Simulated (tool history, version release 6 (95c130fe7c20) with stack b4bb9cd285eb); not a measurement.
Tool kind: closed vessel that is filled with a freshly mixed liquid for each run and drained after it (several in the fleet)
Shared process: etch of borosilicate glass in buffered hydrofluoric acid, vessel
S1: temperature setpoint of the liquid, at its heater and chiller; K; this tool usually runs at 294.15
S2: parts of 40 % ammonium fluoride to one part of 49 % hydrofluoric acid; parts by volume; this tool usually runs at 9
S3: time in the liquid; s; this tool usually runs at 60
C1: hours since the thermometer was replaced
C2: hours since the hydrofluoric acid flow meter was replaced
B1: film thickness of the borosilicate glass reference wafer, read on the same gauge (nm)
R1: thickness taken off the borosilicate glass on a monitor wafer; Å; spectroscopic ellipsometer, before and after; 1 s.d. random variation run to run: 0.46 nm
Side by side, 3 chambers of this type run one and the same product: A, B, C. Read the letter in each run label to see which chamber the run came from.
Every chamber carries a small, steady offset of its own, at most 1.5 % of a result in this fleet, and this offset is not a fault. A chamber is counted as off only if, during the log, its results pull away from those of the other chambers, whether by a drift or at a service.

| run | hour | S1 | S2 | S3 | C1 | C2 | B1 | R1 |
|---|---|---|---|---|---|---|---|---|
| 1B | 8.5 | 294.15 | 9 | 60 | 1456.1 | 1751 | 110 | 683.9 |
| 2C | 18.8 | 294.15 | 9 | 60 | 748.6 | 827.9 | 110 | 674.55 |
| 3A | 30.9 | 294.15 | 9 | 60 | 1909.3 | 469.6 | 110.01 | 671.49 |
| 4C | 46.3 | 294.15 | 9 | 60 | 776.1 | 855.4 | 110.01 | 672.27 |
| 5A | 56.2 | 294.15 | 9 | 60 | 1934.6 | 494.9 | 110.01 | 675.96 |
| 6B | 68 | 294.15 | 9 | 60 | 1515.6 | 1810.5 | 110.01 | 679.19 |
| 7B | 79.5 | 294.15 | 9 | 60 | 1527.1 | 1822 | 110.02 | 680.29 |
| 8C | 92.3 | 294.15 | 9 | 60 | 822.1 | 901.4 | 110.03 | 665.68 |
| 9A | 108.7 | 294.15 | 9 | 60 | 1987.1 | 547.4 | 110.01 | 678.31 |
|  | 123.6 | chamber A: hydrofluoric acid flow meter replaced |
| 10A | 125.1 | 294.15 | 9 | 60 | 2003.5 | 1.5 | 109.98 | 680.67 |
| 11B | 138.2 | 296.15 | 9 | 50 | 1585.8 | 1880.7 | 110 | 633.8 |
| 12C | 149.3 | 296.15 | 9 | 50 | 879.1 | 958.4 | 109.99 | 617.72 |
| 13A | 158.6 | 296.15 | 9 | 50 | 2037 | 35 | 109.98 | 635.12 |
| 14B | 171.8 | 294.15 | 9 | 60 | 1619.4 | 1914.3 | 110 | 675.63 |
| 15C | 185.7 | 294.15 | 9 | 60 | 915.5 | 994.8 | 110.01 | 673.83 |
| 16A | 199.6 | 294.15 | 9 | 60 | 2078 | 76 | 110.01 | 672.77 |
| 17C | 214.1 | 294.15 | 9 | 60 | 943.9 | 1023.2 | 109.99 | 670.16 |
| 18B | 227.6 | 294.15 | 9 | 60 | 1675.2 | 1970.1 | 110 | 679.82 |
| 19C | 235.6 | 294.15 | 9 | 60 | 965.4 | 1044.7 | 110 | 670.34 |
| 20B | 250.6 | 294.15 | 9 | 60 | 1698.2 | 1993.1 | 110 | 675.29 |
| 21A | 258.5 | 294.15 | 9 | 60 | 2136.9 | 134.9 | 110 | 680.81 |
| 22B | 271.7 | 294.15 | 9 | 90 | 1719.3 | 2014.2 | 110 | 1026.7 |
| 23C | 286.4 | 294.15 | 9 | 90 | 1016.2 | 1095.5 | 110.01 | 992.5 |
| 24A | 294.7 | 294.15 | 9 | 90 | 2173.1 | 171.1 | 109.99 | 1012.1 |
| 25C | 304.3 | 294.15 | 9 | 60 | 1034.1 | 1113.4 | 110.01 | 667.81 |
| 26A | 317.8 | 291.15 | 9 | 85 | 2196.2 | 194.2 | 109.98 | 813.04 |
| 27B | 330.9 | 291.15 | 9 | 85 | 1778.5 | 2073.4 | 110 | 816.72 |
| 28B | 342.4 | 291.15 | 9 | 85 | 1790 | 2084.9 | 110.01 | 815.95 |
| 29C | 354.1 | 294.15 | 9 | 60 | 1083.9 | 1163.2 | 109.97 | 667.82 |
| 30A | 369.2 | 294.15 | 9 | 60 | 2247.6 | 245.6 | 110.01 | 684.13 |
| 31A | 383.4 | 294.15 | 9 | 60 | 2261.8 | 259.8 | 110.01 | 678.18 |
| 32B | 397.9 | 294.15 | 9 | 60 | 1845.5 | 2140.4 | 110.02 | 673 |
| 33C | 407.5 | 294.15 | 9 | 60 | 1137.3 | 1216.6 | 109.98 | 671.05 |
| 34C | 422 | 294.15 | 9 | 60 | 1151.8 | 1231.1 | 109.98 | 675.15 |
| 35A | 436.7 | 294.15 | 9 | 60 | 2315.1 | 313.1 | 109.97 | 692.75 |
| 36B | 451.2 | 294.15 | 9 | 60 | 1898.8 | 2193.7 | 109.98 | 672.96 |
| 37C | 460.5 | 294.15 | 9 | 60 | 1190.3 | 1269.6 | 110.01 | 667.16 |
| 38A | 472.1 | 294.15 | 9 | 60 | 2350.5 | 348.5 | 109.99 | 683 |

All 3 chambers run these settings next. Forecast each chamber's results:
| 39A | 483.9 | 294.15 | 9 | 60 |  |  |  | ? |
| 39B | 483.9 | 294.15 | 9 | 60 |  |  |  | ? |
| 39C | 483.9 | 294.15 | 9 | 60 |  |  |  | ? |

| run | R1 |
|---|---|
| 39A | 679.4 |
| 39B | 668.33 |
| 39C | 672.66 |

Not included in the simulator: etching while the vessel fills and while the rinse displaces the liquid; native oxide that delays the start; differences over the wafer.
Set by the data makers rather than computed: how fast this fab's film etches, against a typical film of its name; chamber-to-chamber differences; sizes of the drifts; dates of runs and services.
